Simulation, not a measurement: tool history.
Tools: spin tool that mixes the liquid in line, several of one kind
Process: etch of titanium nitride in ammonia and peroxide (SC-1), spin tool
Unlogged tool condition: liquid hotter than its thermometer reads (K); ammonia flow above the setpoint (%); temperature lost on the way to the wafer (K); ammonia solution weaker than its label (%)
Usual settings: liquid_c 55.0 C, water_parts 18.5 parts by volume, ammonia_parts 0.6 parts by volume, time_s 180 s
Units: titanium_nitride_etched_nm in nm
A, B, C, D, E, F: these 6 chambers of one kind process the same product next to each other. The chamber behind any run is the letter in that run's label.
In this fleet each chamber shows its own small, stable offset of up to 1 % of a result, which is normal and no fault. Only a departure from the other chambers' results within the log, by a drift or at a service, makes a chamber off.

| run | hour | liquid_c | water_parts | ammonia_parts | time_s | hours since the thermometer was replaced | hours since the ammonia flow meter was replaced | hours since the heated supply line was repaired | hours since the drum of ammonia solution was connected | read-back film thickness of the titanium nitride reference wafer, read on the same gauge (nm) | titanium_nitride_etched_nm |
|---|---|---|---|---|---|---|---|---|---|---|---|
|  | 2.8 | chamber F: ammonia flow meter replaced |
| 1E | 6.1 | 55.0 | 18.5 | 0.6 | 180 | 128.4 | 55.7 | 2116.9 | 217.4 | 70.011 | 6.4604 |
|  | 15.2 | chamber B: ammonia flow meter replaced |
| 2F | 16.8 | 55.0 | 18.5 | 0.6 | 180 | 307.3 | 14.1 | 144.9 | 420.5 | 70.020 | 6.2987 |
| 3A | 26.5 | 55.0 | 18.5 | 0.6 | 180 | 1539.7 | 180.7 | 1474.7 | 168.5 | 70.042 | 6.3466 |
| 4B | 32.7 | 55.0 | 18.5 | 0.6 | 180 | 162.3 | 17.5 | 415.4 | 411.5 | 69.993 | 6.3482 |
|  | 37.3 | chamber D: new drum of ammonia solution connected |
| 5D | 41.8 | 55.0 | 18.5 | 0.6 | 180 | 533.6 | 1823.4 | 1246.9 | 4.6 | 70.026 | 6.3538 |
| 6C | 50.5 | 55.0 | 18.5 | 0.6 | 180 | 175.4 | 894.7 | 569.2 | 367.5 | 70.024 | 6.5005 |
| 7F | 61.4 | 55.0 | 18.5 | 0.6 | 180 | 351.9 | 58.7 | 189.5 | 465.1 | 70.009 | 6.3889 |
|  | 70.0 | chamber F: new drum of ammonia solution connected |
| 8B | 70.4 | 55.0 | 18.5 | 0.6 | 180 | 200.0 | 55.2 | 453.1 | 449.2 | 70.022 | 6.3458 |
| 9C | 77.9 | 55.0 | 18.5 | 0.6 | 180 | 202.8 | 922.1 | 596.6 | 394.9 | 69.985 | 6.3884 |
| 10A | 87.2 | 55.0 | 18.5 | 0.6 | 180 | 1600.4 | 241.4 | 1535.4 | 229.2 | 69.994 | 6.4615 |
| 11E | 95.8 | 55.0 | 18.5 | 0.6 | 180 | 218.1 | 145.4 | 2206.6 | 307.1 | 69.998 | 6.3877 |
| 12D | 107.3 | 55.0 | 18.5 | 0.6 | 180 | 599.1 | 1888.9 | 1312.4 | 70.1 | 69.993 | 6.3032 |
| 13E | 118.4 | 55.0 | 18.5 | 0.6 | 180 | 240.7 | 168.0 | 2229.2 | 329.7 | 70.034 | 6.4406 |
| 14C | 129.6 | 55.0 | 18.5 | 0.6 | 180 | 254.5 | 973.8 | 648.3 | 446.6 | 69.978 | 6.3937 |
| 15A | 140.2 | 55.0 | 18.5 | 0.6 | 180 | 1653.4 | 294.4 | 1588.4 | 282.2 | 70.021 | 6.3421 |
| 16F | 149.2 | 55.0 | 18.5 | 0.6 | 180 | 439.7 | 146.5 | 277.3 | 79.3 | 69.971 | 6.2711 |
| 17B | 155.4 | 55.0 | 18.5 | 0.6 | 180 | 285.0 | 140.2 | 538.1 | 534.2 | 70.017 | 6.4093 |
|  | 159.7 | chamber A: heated supply line repaired |
|  | 162.9 | chamber D: ammonia flow meter replaced |
| 18D | 165.1 | 55.0 | 18.5 | 0.6 | 180 | 656.9 | 2.3 | 1370.2 | 127.9 | 70.010 | 6.3538 |
| 19E | 170.4 | 55.0 | 18.5 | 0.6 | 180 | 292.7 | 220.0 | 2281.2 | 381.7 | 69.994 | 6.3588 |
| 20A | 181.8 | 55.0 | 18.5 | 0.6 | 180 | 1695.0 | 336.0 | 22.2 | 323.8 | 69.999 | 6.5170 |
| 21F | 194.0 | 55.0 | 18.5 | 0.6 | 180 | 484.5 | 191.3 | 322.1 | 124.1 | 69.980 | 6.3262 |
| 22C | 202.6 | 55.0 | 18.5 | 0.6 | 180 | 327.5 | 1046.8 | 721.3 | 519.6 | 70.022 | 6.3785 |
| 23B | 214.5 | 55.0 | 18.5 | 0.6 | 180 | 344.1 | 199.3 | 597.2 | 593.3 | 70.014 | 6.3586 |
| 24D | 221.4 | 55.0 | 18.5 | 0.6 | 180 | 713.2 | 58.6 | 1426.5 | 184.2 | 69.971 | 6.3464 |
|  | 222.1 | chamber A: ammonia flow meter replaced |
| 25F | 232.9 | 55.0 | 18.5 | 0.6 | 180 | 523.4 | 230.2 | 361.0 | 163.0 | 70.004 | 6.3367 |
|  | 239.9 | chamber C: new drum of ammonia solution connected |
| 26E | 241.8 | 55.0 | 18.5 | 0.6 | 180 | 364.1 | 291.4 | 2352.6 | 453.1 | 69.996 | 6.3942 |
| 27D | 253.9 | 55.0 | 18.5 | 0.6 | 180 | 745.7 | 91.1 | 1459.0 | 216.7 | 70.001 | 6.2910 |
| 28A | 266.1 | 55.0 | 18.5 | 0.6 | 180 | 1779.3 | 44.1 | 106.5 | 408.1 | 69.997 | 6.6509 |
| 29C | 276.8 | 55.0 | 18.5 | 0.6 | 180 | 401.7 | 1121.0 | 795.5 | 37.0 | 69.990 | 6.4022 |
| 30B | 286.2 | 55.0 | 18.5 | 0.6 | 180 | 415.8 | 271.0 | 668.9 | 665.0 | 69.989 | 6.4012 |
| 31D | 294.3 | 55.0 | 18.5 | 0.6 | 180 | 786.1 | 131.5 | 1499.4 | 257.1 | 69.997 | 6.3392 |
| 32E | 302.8 | 55.0 | 18.5 | 0.6 | 180 | 425.1 | 352.4 | 2413.6 | 514.1 | 69.999 | 6.3988 |
| 33F | 310.2 | 55.0 | 18.5 | 0.6 | 180 | 600.7 | 307.5 | 438.3 | 240.3 | 69.979 | 6.3372 |
| 34A | 317.3 | 55.0 | 18.5 | 0.6 | 180 | 1830.5 | 95.3 | 157.7 | 459.3 | 69.995 | 6.7934 |
| 35B | 324.6 | 61.5 | 18.5 | 0.6 | 180 | 454.2 | 309.4 | 707.3 | 703.4 | 70.039 | 9.8167 |
| 36C | 330.7 | 61.5 | 18.5 | 0.6 | 180 | 455.6 | 1174.9 | 849.4 | 90.9 | 70.037 | 9.9152 |
| 37F | 339.5 | 61.5 | 18.5 | 0.6 | 180 | 630.0 | 336.8 | 467.6 | 269.6 | 69.979 | 9.7260 |
| 38A | 349.2 | 61.5 | 18.5 | 0.6 | 180 | 1862.4 | 127.2 | 189.6 | 491.2 | 70.005 | 10.5780 |

What goes on in this fleet: one chamber off, a drifting gauge, or nothing beyond the chambers' own small offsets? Name the chamber and the cause, if any.

It is chamber A that slowly wanders off from its peers.
What lies behind it: liquid hotter than its thermometer reads (K) = 0.975.

Which of the 4 candidates below, each the usual settings with something changed and its results left as question marks, puts chamber A back in line with what the other chambers give on the usual settings?
Allowed miss from the other chambers' usual-settings mean, per result, to count as in line: titanium_nitride_etched_nm 0.1200 nm
| 39A-1 | 358.1 | 55.0 | 19.0 | 0.6 | 160 |  |  |  |  |  | ? |
| 39A-2 | 358.1 | 55.5 | 18.5 | 0.6 | 185 |  |  |  |  |  | ? |
| 39A-3 | 358.1 | 55.0 | 14.5 | 0.6 | 180 |  |  |  |  |  | ? |
| 39A-4 | 358.1 | 54.5 | 18.5 | 0.6 | 175 |  |  |  |  |  | ? |

On the usual settings, the other chambers give on average: titanium_nitride_etched_nm 6.3855 nm
| run | titanium_nitride_etched_nm |
|---|---|
| 39A-1 | 5.9867 |
| 39A-2 | 7.2697 |
| 39A-3 | 7.8128 |
| 39A-4 | 6.4214 |
The answer is 39A-4, which returns the chamber to within the allowed miss of the others.
